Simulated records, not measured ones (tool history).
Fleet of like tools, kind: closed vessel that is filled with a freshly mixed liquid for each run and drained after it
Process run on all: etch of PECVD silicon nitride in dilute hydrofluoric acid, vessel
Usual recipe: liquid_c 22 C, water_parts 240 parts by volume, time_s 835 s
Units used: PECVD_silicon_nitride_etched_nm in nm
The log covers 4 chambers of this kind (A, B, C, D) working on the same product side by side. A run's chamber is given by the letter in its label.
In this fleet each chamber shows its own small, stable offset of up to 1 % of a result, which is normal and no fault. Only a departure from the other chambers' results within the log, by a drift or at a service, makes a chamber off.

run,hour,liquid_c,water_parts,time_s,hours since the thermometer was replaced,hours since the hydrofluoric acid flow meter was replaced,"read-back film thickness of the PECVD silicon nitride reference wafer, read on the same gauge (nm)",PECVD_silicon_nitride_etched_nm
1B,8.9,22,240,835,2031.1,288.5,89.931,5.1439
2A,17.3,22,240,835,701.6,1248.4,89.976,5.3388
3C,26.7,22,240,835,1532.6,359.3,90.003,5.3827
4D,37.6,22,240,835,223.7,119.2,89.997,5.3764
5A,49.2,22,240,450,733.5,1280.3,89.977,2.927
6B,58.5,22,240,450,2080.7,338.1,90.046,2.9009
7D,66.1,22,240,450,252.2,147.7,90.035,2.8982
8C,77.5,22,240,450,1583.4,410.1,90.039,2.8147
9C,86.4,22,240,835,1592.3,419,89.992,5.2904
10D,101.2,22,240,835,287.3,182.8,90.01,5.3607
11B,110,22,240,835,2132.2,389.6,89.961,5.3407
12A,126.1,22,240,835,810.4,1357.2,89.976,5.2386
13B,141.4,22,240,835,2163.6,421,90.037,5.1171
14C,157.1,22,300,835,1663,489.7,89.979,4.2508
15A,166.6,22,300,835,850.9,1397.7,89.963,4.3003
16D,176.9,22,300,835,363,258.5,89.996,4.2996
17C,186.1,22,300,835,1692,518.7,90.025,4.3343
18B,199.8,22,240,835,2222,479.4,89.991,5.2031
19D,209.8,22,240,835,395.9,291.4,89.955,5.3677
20A,225.2,22,240,835,909.5,1456.3,90.003,5.2907
21C,239.2,22,240,835,1745.1,571.8,90.02,5.3055
# hour 248.5: chamber C: hydrofluoric acid flow meter replaced
22D,250.3,19,285,835,436.4,331.9,89.991,3.8222
23B,258.7,19,285,835,2280.9,538.3,90.014,3.6909
# hour 264.6: chamber B: thermometer replaced
24A,273.4,19,285,835,957.7,1504.5,89.978,3.6925
# hour 280.1: chamber B: hydrofluoric acid flow meter replaced
25C,284.4,19,285,835,1790.3,35.9,89.986,3.6456
26A,298.1,22,240,835,982.4,1529.2,89.984,5.3353
27B,311,22,240,835,46.4,30.9,89.991,5.3392
28D,321.4,22,240,835,507.5,403,89.994,5.545
29B,335.8,22,240,835,71.2,55.7,89.998,5.3392
30C,346.2,22,240,460,1852.1,97.7,89.965,2.9352
31D,355.9,22,240,460,542,437.5,89.987,3.0618
# hour 360.9: chamber A: hydrofluoric acid flow meter replaced
32A,364.3,22,240,460,1048.6,3.5,90.027,2.9852
33A,372,22,240,460,1056.3,11.2,89.983,2.8995
34B,383.7,22,240,1255,119.1,103.6,90.019,7.8235
35D,391.4,22,240,1255,577.5,473,89.952,8.2963
36C,398.9,22,240,1255,1904.8,150.4,89.941,8.035
37C,414.4,22,240,1255,1920.3,165.9,90.017,8.0385
38B,430.5,22,240,835,165.9,150.4,90.005,5.2423

All 4 chambers run these settings next. Forecast each chamber's results:
39A,442.2,22,240,580,,,,?
39B,442.2,22,240,580,,,,?
39C,442.2,22,240,580,,,,?
39D,442.2,22,240,580,,,,?

run,PECVD_silicon_nitride_etched_nm
39A,3.7818
39B,3.6743
39C,3.6903
39D,3.8783
